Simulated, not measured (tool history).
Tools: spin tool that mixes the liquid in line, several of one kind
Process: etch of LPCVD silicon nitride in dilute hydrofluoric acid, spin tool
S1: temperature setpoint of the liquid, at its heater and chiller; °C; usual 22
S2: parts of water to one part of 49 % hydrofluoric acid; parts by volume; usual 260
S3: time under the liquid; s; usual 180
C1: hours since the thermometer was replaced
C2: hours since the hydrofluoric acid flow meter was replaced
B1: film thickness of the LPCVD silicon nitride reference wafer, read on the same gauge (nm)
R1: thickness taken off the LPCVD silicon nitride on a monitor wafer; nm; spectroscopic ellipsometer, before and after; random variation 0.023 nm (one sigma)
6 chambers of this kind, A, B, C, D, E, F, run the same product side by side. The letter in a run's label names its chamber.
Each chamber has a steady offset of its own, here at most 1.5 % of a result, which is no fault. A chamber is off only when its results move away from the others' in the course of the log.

Run 1C, hour 13.9: usual settings; C1 575.4; C2 1053.7; B1 59.992. Result: R1 0.30332 nm.
Run 2F, hour 21.7: usual settings; C1 307.2; C2 911.0; B1 60.010. Result: R1 0.32873 nm.
Run 3A, hour 36.8: usual settings; C1 418.2; C2 280.0; B1 59.994. Result: R1 0.33406 nm.
Run 4D, hour 44.7: usual settings; C1 323.1; C2 1118.6; B1 60.006. Result: R1 0.33068 nm.
Run 5B, hour 53.2: usual settings; C1 576.6; C2 123.5; B1 60.001. Result: R1 0.33535 nm.
Run 6E, hour 60.5: usual settings; C1 1333.3; C2 1013.0; B1 59.990. Result: R1 0.31375 nm.
Run 7D, hour 76.2: usual settings; C1 354.6; C2 1150.1; B1 60.023. Result: R1 0.33129 nm.
At hour 84.5: chamber C: hydrofluoric acid flow meter replaced.
Run 8C, hour 87.0: usual settings; C1 648.5; C2 2.6; B1 59.983. Result: R1 0.31977 nm.
Run 9A, hour 100.2: usual settings; C1 481.6; C2 343.4; B1 60.032. Result: R1 0.32351 nm.
Run 10F, hour 115.9: usual settings; C1 401.4; C2 1005.2; B1 60.001. Result: R1 0.33814 nm.
Run 11B, hour 126.8: usual settings; C1 650.2; C2 197.1; B1 60.016. Result: R1 0.32396 nm.
At hour 140.6: chamber E: thermometer replaced.
Run 12E, hour 142.8: usual settings; C1 2.3; C2 1095.3; B1 60.025. Result: R1 0.28764 nm.
Run 13B, hour 149.9: usual settings; C1 673.3; C2 220.2; B1 60.010. Result: R1 0.31757 nm.
Run 14E, hour 163.9: usual settings; C1 23.4; C2 1116.4; B1 59.988. Result: R1 0.31947 nm.
Run 15C, hour 175.8: usual settings; C1 737.3; C2 91.4; B1 59.991. Result: R1 0.31046 nm.
Run 16D, hour 183.2: usual settings; C1 461.6; C2 1257.1; B1 60.001. Result: R1 0.32207 nm.
Run 17F, hour 194.8: usual settings; C1 480.3; C2 1084.1; B1 60.009. Result: R1 0.33302 nm.
Run 18A, hour 205.8: usual settings; C1 587.2; C2 449.0; B1 60.020. Result: R1 0.30350 nm.
Run 19F, hour 215.3: usual settings; C1 500.8; C2 1104.6; B1 59.981. Result: R1 0.35531 nm.
Run 20C, hour 223.8: usual settings; C1 785.3; C2 139.4; B1 59.978. Result: R1 0.35231 nm.
Run 21E, hour 235.5: usual settings; C1 95.0; C2 1188.0; B1 59.974. Result: R1 0.32056 nm.
Run 22A, hour 243.0: usual settings but S2 135 parts by volume; C1 624.4; C2 486.2; B1 60.028. Result: R1 0.57071 nm.
Run 23D, hour 254.1: usual settings but S2 135 parts by volume; C1 532.5; C2 1328.0; B1 59.979. Result: R1 0.59161 nm.
Run 24B, hour 261.3: usual settings but S2 135 parts by volume; C1 784.7; C2 331.6; B1 59.994. Result: R1 0.66246 nm.
Run 25E, hour 274.7: usual settings but S2 135 parts by volume; C1 134.2; C2 1227.2; B1 60.018. Result: R1 0.67864 nm.
Run 26A, hour 284.8: usual settings but S2 135 parts by volume; C1 666.2; C2 528.0; B1 59.990. Result: R1 0.56399 nm.
Run 27C, hour 300.9: usual settings but S2 135 parts by volume; C1 862.4; C2 216.5; B1 60.001. Result: R1 0.68662 nm.
At hour 303.4: chamber F: thermometer replaced.
Run 28F, hour 315.2: usual settings; C1 11.9; C2 1204.5; B1 60.012. Result: R1 0.28685 nm.
At hour 322.9: chamber B: hydrofluoric acid flow meter replaced.
Run 29B, hour 329.9: usual settings; C1 853.3; C2 7.0; B1 60.023. Result: R1 0.38093 nm.
Run 30D, hour 343.0: usual settings; C1 621.4; C2 1416.9; B1 59.969. Result: R1 0.32521 nm.
Run 31F, hour 357.8: usual settings but S2 180 parts by volume; C1 54.5; C2 1247.1; B1 59.987. Result: R1 0.44267 nm.
Run 32B, hour 366.5: usual settings but S2 180 parts by volume; C1 889.9; C2 43.6; B1 59.997. Result: R1 0.42448 nm.
Run 33E, hour 376.1: usual settings but S2 180 parts by volume; C1 235.6; C2 1328.6; B1 60.020. Result: R1 0.51814 nm.
Run 34C, hour 391.9: usual settings but S2 180 parts by volume; C1 953.4; C2 307.5; B1 60.000. Result: R1 0.42709 nm.
Run 35D, hour 405.7: usual settings but S2 180 parts by volume; C1 684.1; C2 1479.6; B1 60.000. Result: R1 0.44937 nm.
At hour 413.9: chamber A: thermometer replaced.
Run 36A, hour 416.2: usual settings but S2 180 parts by volume; C1 2.3; C2 659.4; B1 59.986. Result: R1 0.40913 nm.
Run 37F, hour 427.9: usual settings; C1 124.6; C2 1317.2; B1 59.988. Result: R1 0.35229 nm.
Run 38C, hour 434.8: usual settings; C1 996.3; C2 350.4; B1 60.002. Result: R1 0.32451 nm.
Run 39A, hour 449.1: usual settings; C1 35.2; C2 692.3; B1 60.013. Result: R1 0.28953 nm.
Run 40B, hour 456.1: usual settings; C1 979.5; C2 133.2; B1 60.008. Result: R1 0.34706 nm.
Run 41E, hour 471.7: usual settings; C1 331.2; C2 1424.2; B1 59.998. Result: R1 0.34446 nm.
Run 42D, hour 481.1: usual settings; C1 759.5; C2 1555.0; B1 59.996. Result: R1 0.30497 nm.
Run 43C, hour 496.2: usual settings; C1 1057.7; C2 411.8; B1 60.005. Result: R1 0.34237 nm.

What goes on in this fleet: one chamber off, a drifting gauge, or nothing beyond the chambers' own small offsets? Name the chamber and the cause, if any.

No chamber stands off beyond its own small offset, and the gauge holds steady.

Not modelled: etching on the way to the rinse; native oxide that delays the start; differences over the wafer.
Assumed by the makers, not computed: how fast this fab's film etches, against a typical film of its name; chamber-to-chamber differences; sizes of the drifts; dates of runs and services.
